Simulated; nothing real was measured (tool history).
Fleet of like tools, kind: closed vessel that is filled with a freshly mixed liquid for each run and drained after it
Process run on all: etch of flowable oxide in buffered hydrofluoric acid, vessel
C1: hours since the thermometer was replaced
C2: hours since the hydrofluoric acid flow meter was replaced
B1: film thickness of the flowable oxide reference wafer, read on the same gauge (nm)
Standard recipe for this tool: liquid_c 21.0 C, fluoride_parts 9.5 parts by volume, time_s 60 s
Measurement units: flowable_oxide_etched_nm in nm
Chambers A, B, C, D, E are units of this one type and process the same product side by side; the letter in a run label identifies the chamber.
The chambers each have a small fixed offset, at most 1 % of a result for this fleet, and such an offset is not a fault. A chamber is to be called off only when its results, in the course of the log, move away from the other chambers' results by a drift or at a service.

{"run": "1E", "hour": 8.4, "liquid_c": 21.0, "fluoride_parts": 9.5, "time_s": 60, "C1": 1187.0, "C2": 307.4, "B1": 150.02, "flowable_oxide_etched_nm": 311.17}
{"run": "2B", "hour": 16.3, "liquid_c": 21.0, "fluoride_parts": 9.5, "time_s": 60, "C1": 836.2, "C2": 1527.8, "B1": 149.99, "flowable_oxide_etched_nm": 312.26}
{"run": "3D", "hour": 21.1, "liquid_c": 21.0, "fluoride_parts": 9.5, "time_s": 60, "C1": 597.8, "C2": 609.3, "B1": 149.98, "flowable_oxide_etched_nm": 312.88}
{"run": "4A", "hour": 26.8, "liquid_c": 21.0, "fluoride_parts": 9.5, "time_s": 60, "C1": 981.5, "C2": 1275.3, "B1": 149.99, "flowable_oxide_etched_nm": 309.4}
{"run": "5C", "hour": 35.2, "liquid_c": 21.0, "fluoride_parts": 9.5, "time_s": 60, "C1": 658.0, "C2": 63.9, "B1": 149.97, "flowable_oxide_etched_nm": 314.69}
{"run": "6B", "hour": 42.0, "liquid_c": 21.0, "fluoride_parts": 9.5, "time_s": 60, "C1": 861.9, "C2": 1553.5, "B1": 149.98, "flowable_oxide_etched_nm": 308.98}
{"run": "7E", "hour": 51.5, "liquid_c": 21.0, "fluoride_parts": 9.5, "time_s": 60, "C1": 1230.1, "C2": 350.5, "B1": 149.99, "flowable_oxide_etched_nm": 311.56}
{"run": "8D", "hour": 58.7, "liquid_c": 21.0, "fluoride_parts": 9.5, "time_s": 60, "C1": 635.4, "C2": 646.9, "B1": 150.01, "flowable_oxide_etched_nm": 312.99}
{"run": "9A", "hour": 66.6, "liquid_c": 21.0, "fluoride_parts": 9.5, "time_s": 60, "C1": 1021.3, "C2": 1315.1, "B1": 149.96, "flowable_oxide_etched_nm": 309.78}
{"run": "10C", "hour": 75.7, "liquid_c": 21.0, "fluoride_parts": 9.5, "time_s": 60, "C1": 698.5, "C2": 104.4, "B1": 149.99, "flowable_oxide_etched_nm": 314.32}
{"run": "11E", "hour": 85.3, "liquid_c": 21.0, "fluoride_parts": 9.5, "time_s": 60, "C1": 1263.9, "C2": 384.3, "B1": 149.95, "flowable_oxide_etched_nm": 309.46}
{"hour": 87.1, "done": "chamber A: thermometer replaced"}
{"run": "12C", "hour": 93.8, "liquid_c": 21.0, "fluoride_parts": 9.5, "time_s": 60, "C1": 716.6, "C2": 122.5, "B1": 150.02, "flowable_oxide_etched_nm": 315.31}
{"run": "13A", "hour": 101.7, "liquid_c": 21.0, "fluoride_parts": 9.5, "time_s": 60, "C1": 14.6, "C2": 1350.2, "B1": 149.96, "flowable_oxide_etched_nm": 310.4}
{"run": "14D", "hour": 106.3, "liquid_c": 21.0, "fluoride_parts": 9.5, "time_s": 60, "C1": 683.0, "C2": 694.5, "B1": 150.0, "flowable_oxide_etched_nm": 306.68}
{"run": "15B", "hour": 113.4, "liquid_c": 21.0, "fluoride_parts": 9.5, "time_s": 60, "C1": 933.3, "C2": 1624.9, "B1": 150.0, "flowable_oxide_etched_nm": 311.1}
{"run": "16D", "hour": 120.3, "liquid_c": 21.0, "fluoride_parts": 9.5, "time_s": 60, "C1": 697.0, "C2": 708.5, "B1": 150.03, "flowable_oxide_etched_nm": 309.75}
{"run": "17E", "hour": 125.4, "liquid_c": 23.0, "fluoride_parts": 13.0, "time_s": 60, "C1": 1304.0, "C2": 424.4, "B1": 149.99, "flowable_oxide_etched_nm": 262.31}
{"run": "18C", "hour": 133.3, "liquid_c": 23.0, "fluoride_parts": 13.0, "time_s": 60, "C1": 756.1, "C2": 162.0, "B1": 150.01, "flowable_oxide_etched_nm": 261.48}
{"run": "19B", "hour": 142.4, "liquid_c": 23.0, "fluoride_parts": 13.0, "time_s": 60, "C1": 962.3, "C2": 1653.9, "B1": 150.03, "flowable_oxide_etched_nm": 261.1}
{"run": "20A", "hour": 146.8, "liquid_c": 23.0, "fluoride_parts": 13.0, "time_s": 60, "C1": 59.7, "C2": 1395.3, "B1": 149.99, "flowable_oxide_etched_nm": 260.86}
{"run": "21C", "hour": 153.4, "liquid_c": 23.0, "fluoride_parts": 13.0, "time_s": 60, "C1": 776.2, "C2": 182.1, "B1": 149.97, "flowable_oxide_etched_nm": 260.64}
{"run": "22A", "hour": 161.8, "liquid_c": 21.0, "fluoride_parts": 9.5, "time_s": 60, "C1": 74.7, "C2": 1410.3, "B1": 150.04, "flowable_oxide_etched_nm": 309.55}
{"run": "23D", "hour": 166.6, "liquid_c": 23.5, "fluoride_parts": 8.0, "time_s": 60, "C1": 743.3, "C2": 754.8, "B1": 149.97, "flowable_oxide_etched_nm": 416.03}
{"run": "24E", "hour": 174.4, "liquid_c": 23.5, "fluoride_parts": 8.0, "time_s": 60, "C1": 1353.0, "C2": 473.4, "B1": 149.99, "flowable_oxide_etched_nm": 419.0}
{"run": "25B", "hour": 180.4, "liquid_c": 23.5, "fluoride_parts": 8.0, "time_s": 60, "C1": 1000.3, "C2": 1691.9, "B1": 149.97, "flowable_oxide_etched_nm": 420.23}
{"run": "26B", "hour": 187.7, "liquid_c": 23.5, "fluoride_parts": 8.0, "time_s": 60, "C1": 1007.6, "C2": 1699.2, "B1": 150.0, "flowable_oxide_etched_nm": 421.83}
{"run": "27A", "hour": 195.5, "liquid_c": 23.5, "fluoride_parts": 8.0, "time_s": 60, "C1": 108.4, "C2": 1444.0, "B1": 150.03, "flowable_oxide_etched_nm": 418.14}
{"run": "28D", "hour": 200.9, "liquid_c": 21.0, "fluoride_parts": 9.5, "time_s": 60, "C1": 777.6, "C2": 789.1, "B1": 150.0, "flowable_oxide_etched_nm": 306.67}
{"run": "29E", "hour": 205.7, "liquid_c": 21.0, "fluoride_parts": 9.5, "time_s": 60, "C1": 1384.3, "C2": 504.7, "B1": 150.02, "flowable_oxide_etched_nm": 314.64}
{"run": "30C", "hour": 215.1, "liquid_c": 21.0, "fluoride_parts": 9.5, "time_s": 60, "C1": 837.9, "C2": 243.8, "B1": 149.98, "flowable_oxide_etched_nm": 313.51}

Each of the 5 chambers runs these same settings next. Fill in every chamber's results:
{"run": "31A", "hour": 222.1, "liquid_c": 17.5, "fluoride_parts": 9.5, "time_s": 60, "flowable_oxide_etched_nm": "?"}
{"run": "31B", "hour": 222.1, "liquid_c": 17.5, "fluoride_parts": 9.5, "time_s": 60, "flowable_oxide_etched_nm": "?"}
{"run": "31C", "hour": 222.1, "liquid_c": 17.5, "fluoride_parts": 9.5, "time_s": 60, "flowable_oxide_etched_nm": "?"}
{"run": "31D", "hour": 222.1, "liquid_c": 17.5, "fluoride_parts": 9.5, "time_s": 60, "flowable_oxide_etched_nm": "?"}
{"run": "31E", "hour": 222.1, "liquid_c": 17.5, "fluoride_parts": 9.5, "time_s": 60, "flowable_oxide_etched_nm": "?"}

run=31A flowable_oxide_etched_nm=253.50
run=31B flowable_oxide_etched_nm=255.52
run=31C flowable_oxide_etched_nm=257.88
run=31D flowable_oxide_etched_nm=247.33
run=31E flowable_oxide_etched_nm=256.21
